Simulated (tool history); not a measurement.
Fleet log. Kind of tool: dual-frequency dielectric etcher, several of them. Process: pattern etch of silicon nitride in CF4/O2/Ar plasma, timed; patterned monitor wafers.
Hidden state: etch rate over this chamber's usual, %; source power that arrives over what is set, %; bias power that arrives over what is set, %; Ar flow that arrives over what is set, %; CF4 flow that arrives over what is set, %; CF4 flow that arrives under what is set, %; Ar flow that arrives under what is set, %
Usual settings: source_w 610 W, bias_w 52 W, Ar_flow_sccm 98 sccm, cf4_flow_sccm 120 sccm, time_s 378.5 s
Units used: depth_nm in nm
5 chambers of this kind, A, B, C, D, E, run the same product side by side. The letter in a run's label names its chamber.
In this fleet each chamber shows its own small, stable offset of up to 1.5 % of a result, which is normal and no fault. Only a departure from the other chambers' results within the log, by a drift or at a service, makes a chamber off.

run,hour,source_w,bias_w,Ar_flow_sccm,cf4_flow_sccm,time_s,hours since the last wet clean,hours since the last source power generator calibration,hours since the last bias power generator calibration,hours since the last Ar flow controller change,hours since the last CF4 flow controller change,"read-back reference wafer on the same gauge, depth_nm",depth_nm
1C,7.2,610,52,98,120,378.5,273,456.2,3561.4,3393.9,2136.8,880.1,871.1
2A,14.6,610,52,98,120,378.5,234.4,1486,2832.7,2707.1,15.9,880.72,898.4
3B,26.7,610,52,98,120,378.5,340.5,291.2,2985,4027.5,1973.6,880.44,886.64
4E,35.3,610,52,98,120,378.5,96.1,1244.1,1406.9,683.6,2355.5,880.59,888.31
5D,48.5,610,52,98,120,378.5,368.3,3333.3,2746.5,548.5,755.2,880.45,880.1
6A,58.2,610,52,98,120,378.5,278,1529.6,2876.3,2750.7,59.5,880.95,896.13
7E,67.5,610,52,98,120,378.5,128.3,1276.3,1439.1,715.8,2387.7,879.6,894.27
8C,75.4,610,52,98,120,378.5,341.2,524.4,3629.6,3462.1,2205,880.19,869.9
9B,90.8,610,52,98,120,378.5,404.6,355.3,3049.1,4091.6,2037.7,880.08,885.12
10D,98.9,610,52,98,120,378.5,418.7,3383.7,2796.9,598.9,805.6,880.03,880.82
11D,106.6,610,52,98,120,378.5,426.4,3391.4,2804.6,606.6,813.3,879.86,882.74
12E,119.4,610,52,98,120,378.5,180.2,1328.2,1491,767.7,2439.6,879.57,894.79
13C,128.6,610,52,98,120,378.5,394.4,577.6,3682.8,3515.3,2258.2,879.71,872.44
14A,142.7,610,52,98,120,378.5,362.5,1614.1,2960.8,2835.2,144,880.94,895.28
15B,154,610,52,98,120,378.5,467.8,418.5,3112.3,4154.8,2100.9,879.3,881.91
16A,168.3,610,52,98,120,378.5,388.1,1639.7,2986.4,2860.8,169.6,880.1,891.02
17C,179.3,610,52,98,120,378.5,445.1,628.3,3733.5,3566,2308.9,880.44,874.79
18D,186.8,610,52,98,120,378.5,506.6,3471.6,2884.8,686.8,893.5,879.6,878.94
# hour 195.9: chamber C: wet clean of the chamber
19B,202.1,610,52,79,100,378.5,515.9,466.6,3160.4,4202.9,2149,879.31,882
20E,209.3,610,52,79,100,378.5,270.1,1418.1,1580.9,857.6,2529.5,880.4,891.86
21D,224.2,610,52,79,100,378.5,544,3509,2922.2,724.2,930.9,879.42,885.12
22B,236.8,610,52,79,100,378.5,550.6,501.3,3195.1,4237.6,2183.7,880.83,886.21
# hour 239.1: chamber D: wet clean of the chamber
# hour 239.4: chamber A: wet clean of the chamber
23E,246.4,610,52,79,100,378.5,307.2,1455.2,1618,894.7,2566.6,881.1,894.59
24C,254,610,52,98,120,378.5,58.2,703,3808.2,3640.7,2383.6,880.26,877.26
25A,267.9,610,52,98,120,378.5,28.6,1739.3,3086,2960.4,269.2,881.34,895.26
26B,278.9,610,52,98,120,378.5,592.7,543.4,3237.2,4279.7,2225.8,880.63,879.54
27A,293.5,610,52,98,120,378.5,54.2,1764.9,3111.6,2986,294.8,879.63,894.48
28C,308.1,610,52,98,120,378.5,112.3,757.1,3862.3,3694.8,2437.7,879.37,872.79
29D,315.2,610,52,98,120,378.5,76.2,3600,3013.2,815.2,1021.9,880.48,885.5
# hour 319.2: chamber B: bias power generator calibrated
30E,329.1,610,52,98,120,378.5,389.9,1537.9,1700.7,977.4,2649.3,880.57,901.13
# hour 334.4: chamber B: wet clean of the chamber
31B,340.7,610,52,98,120,378.5,6.3,605.2,21.6,4341.5,2287.6,879.92,884.24
32C,355,610,52,98,120,378.5,159.2,804,3909.2,3741.7,2484.6,879.27,868.83
33D,365.8,610,52,98,120,428,126.8,3650.6,3063.8,865.8,1072.5,879.47,1002.7
34E,378.2,610,52,98,120,428,439,1587,1749.8,1026.5,2698.4,880.09,1026.1
35A,390.4,610,52,98,120,428,151.1,1861.8,3208.5,3082.9,391.7,879.99,1003.1
36D,400.2,610,52,98,120,428,161.2,3685,3098.2,900.2,1106.9,880.33,1002.6
37B,410.1,610,52,98,120,428,75.7,674.6,91,4410.9,2357,879.64,1001.2
38E,422.4,610,52,98,120,378.5,483.2,1631.2,1794,1070.7,2742.6,879.81,914.48
39A,438.4,610,52,98,120,378.5,199.1,1909.8,3256.5,3130.9,439.7,879.77,894.28
40C,452.4,610,52,98,120,378.5,256.6,901.4,4006.6,3839.1,2582,880.03,881.75
41E,460,750,52,98,120,291,520.8,1668.8,1831.6,1108.3,2780.2,881.21,848.01
42B,474.9,750,52,98,120,291,140.5,739.4,155.8,4475.7,2421.8,880.24,814.6

Predict what each chamber gives when all 5 of them run the settings below next.
43A,486.4,610,52,98,137,378.5,,,,,,,?
43B,486.4,610,52,98,137,378.5,,,,,,,?
43C,486.4,610,52,98,137,378.5,,,,,,,?
43D,486.4,610,52,98,137,378.5,,,,,,,?
43E,486.4,610,52,98,137,378.5,,,,,,,?

run,depth_nm
43A,904.31
43B,899.46
43C,883.51
43D,896.14
43E,931.78

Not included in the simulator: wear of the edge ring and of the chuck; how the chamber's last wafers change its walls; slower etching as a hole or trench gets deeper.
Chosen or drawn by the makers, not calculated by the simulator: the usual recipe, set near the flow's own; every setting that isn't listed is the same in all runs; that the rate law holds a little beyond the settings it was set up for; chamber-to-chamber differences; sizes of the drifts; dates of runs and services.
